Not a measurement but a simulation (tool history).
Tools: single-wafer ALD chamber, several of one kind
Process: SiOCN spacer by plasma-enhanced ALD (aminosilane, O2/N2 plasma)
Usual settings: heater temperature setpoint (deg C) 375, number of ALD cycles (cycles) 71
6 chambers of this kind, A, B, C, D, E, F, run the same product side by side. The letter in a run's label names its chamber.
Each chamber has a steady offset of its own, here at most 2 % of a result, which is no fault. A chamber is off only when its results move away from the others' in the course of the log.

run,hour,heater temperature setpoint (deg C),number of ALD cycles (cycles),"read-back reference wafer on the same gauge, thickness_nm",mean film thickness on the monitor wafer (angstrom)
1D,5.6,375,71,4.7385,42.734
2E,12.1,375,71,4.7412,43.910
3F,16.3,375,71,4.7416,42.997
4B,20.0,375,71,4.7431,42.961
5A,23.1,375,71,4.7375,41.939
6C,29.1,375,71,4.7414,42.540
7D,32.4,375,71,4.7402,43.112
8A,36.7,375,71,4.7413,42.291
9E,40.1,375,66,4.7429,40.614
10F,46.6,375,66,4.7377,39.833
11B,53.2,375,66,4.7403,40.077
12C,58.8,375,66,4.7380,39.790
13E,63.9,375,66,4.7397,40.539
14C,69.4,375,66,4.7368,39.879
15F,72.9,375,66,4.7369,39.837
16B,78.8,375,66,4.7397,39.800
17D,83.2,375,66,4.7377,39.946
18A,88.0,375,66,4.7383,39.121
19C,92.1,375,66,4.7407,39.562
20B,97.5,375,66,4.7430,39.917
21F,102.6,375,71,4.7407,42.716
22E,106.8,375,71,4.7376,43.740
23A,112.1,375,71,4.7408,42.084
24D,116.1,375,71,4.7396,42.671
25D,122.5,375,71,4.7406,43.144
26E,127.3,375,71,4.7407,43.768
27B,131.7,375,71,4.7373,42.962
28C,136.1,375,71,4.7389,42.688
29A,141.3,375,71,4.7387,41.929
30F,145.7,375,71,4.7398,43.060
31D,150.4,370,71,4.7359,42.641
32F,155.9,370,71,4.7421,42.993
33B,162.2,370,71,4.7385,43.059
34C,168.4,370,71,4.7410,42.719
35E,172.0,370,71,4.7349,43.708
36A,175.3,370,71,4.7424,42.168
37D,179.7,375,71,4.7407,42.923
38E,183.7,375,71,4.7426,43.762
39C,186.7,375,71,4.7404,42.840
40A,192.2,375,71,4.7415,42.044
41F,196.1,375,71,4.7342,42.873

All 6 chambers run these settings next. Forecast each chamber's results:
42A,201.1,383,71,,?
42B,201.1,383,71,,?
42C,201.1,383,71,,?
42D,201.1,383,71,,?
42E,201.1,383,71,,?
42F,201.1,383,71,,?

run,mean film thickness on the monitor wafer (angstrom)
42A,42.056
42B,42.738
42C,42.976
42D,42.593
42E,43.942
42F,43.063
